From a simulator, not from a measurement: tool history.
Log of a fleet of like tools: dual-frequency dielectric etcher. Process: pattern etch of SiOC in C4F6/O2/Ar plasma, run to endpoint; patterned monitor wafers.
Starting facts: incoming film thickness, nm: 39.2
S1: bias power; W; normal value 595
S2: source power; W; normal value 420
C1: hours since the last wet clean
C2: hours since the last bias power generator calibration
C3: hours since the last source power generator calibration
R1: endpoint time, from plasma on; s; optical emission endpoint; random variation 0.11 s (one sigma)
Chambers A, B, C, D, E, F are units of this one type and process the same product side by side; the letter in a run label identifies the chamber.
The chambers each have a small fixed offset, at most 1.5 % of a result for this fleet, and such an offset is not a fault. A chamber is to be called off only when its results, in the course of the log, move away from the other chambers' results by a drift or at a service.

run     day   S1   S2     C1      C2      C3      R1
 1D   0.321  595  420  417.7   661.2  3548.2  12.143
 2C   0.638  595  420  135.4   876.5  1068.1  12.239
 3A   1.054  595  420   79.8    43.7  1773.8  12.034
 4B   1.512  595  420  218.4   391.8  2889.9  12.148
 5F   1.800  595  420  319.2  2087.6  2732.0  12.429
 6E   2.046  654  460  462.2  1744.9   765.5  11.176
 7F   2.392  654  460  333.4  2101.8  2746.2  11.576
 8E   2.762  654  460  479.4  1762.1   782.7  11.243
      2.879  -- chamber D: wet clean of the chamber
 9C   3.012  654  460  192.4   933.5  1125.1  11.519
10A   3.388  654  460  135.8    99.7  1829.8  11.371
11D   3.617  654  460   17.8   740.3  3627.3  11.428
12B   3.958  595  420  277.1   450.5  2948.6  12.225
13A   4.167  595  420  154.5   118.4  1848.5  11.998
14D   4.625  595  420   42.0   764.5  3651.5  12.176
15F   4.854  595  420  392.5  2160.9  2805.3  12.182
16C   5.271  595  420  246.6   987.7  1179.3  12.407
17E   5.650  595  420  548.7  1831.4   852.0  12.237
18B   6.071  595  420  327.8   501.2  2999.3  12.266
19F   6.283  595  420  426.8  2195.2  2839.6  12.421
      6.425  -- chamber E: wet clean of the chamber
20E   6.529  595  420    2.5  1852.5   873.1  12.238
21A   6.979  595  420  222.0   185.9  1916.0  12.113
22C   7.225  595  500  293.5  1034.6  1226.2  11.454
      7.317  -- chamber F: wet clean of the chamber
23D   7.479  595  500  110.5   833.0  3720.0  11.372
24B   7.679  595  500  366.4   539.8  3037.9  11.433
25C   7.958  595  500  311.1  1052.2  1243.8  11.632
26B   8.388  595  500  383.4   556.8  3054.9  11.284
      8.496  -- chamber C: wet clean of the chamber
27F   8.667  595  500   32.5  2252.4  2896.8  11.494
28E   8.975  595  420   61.2  1911.2   931.8  12.152
29A   9.175  595  420  274.7   238.6  1968.7  11.864
30D   9.471  595  420  158.3   880.8  3767.8  12.276
31A   9.838  595  420  290.6   254.5  1984.6  12.002
32B  10.288  595  420  429.0   602.4  3100.5  12.251
33C  10.729  595  420   53.7  1118.7  1310.3  12.391
34D  11.021  595  420  195.5   918.0  3805.0  12.041
     11.350  -- chamber B: wet clean of the chamber
35F  11.400  595  420   98.1  2318.0  2962.4  12.071
36E  11.829  595  420  129.7  1979.7  1000.3  11.972
     11.846  -- chamber B: source power generator calibrated
37B  12.075  489  420   17.4   645.3     5.5  13.235
38D  12.358  489  420  227.6   950.1  3837.1  12.998
     12.550  -- chamber A: wet clean of the chamber
39C  12.638  489  420   99.5  1164.5  1356.1  13.199
40E  13.096  489  420  160.1  2010.1  1030.7  13.060
41F  13.558  489  420  149.9  2369.8  3014.2  13.107
42A  13.996  489  420   34.7   354.3  2084.4  13.156
43A  14.458  595  420   45.8   365.4  2095.5  12.145

Read the log: is a single chamber off, either drifting away or since a service, is the gauge that measures every chamber drifting, or is nothing wrong beyond small per-chamber offsets? Name any odd chamber and what most likely caused it.

Neither any chamber nor the gauge drifts; the chambers differ only by their own small, steady offsets.
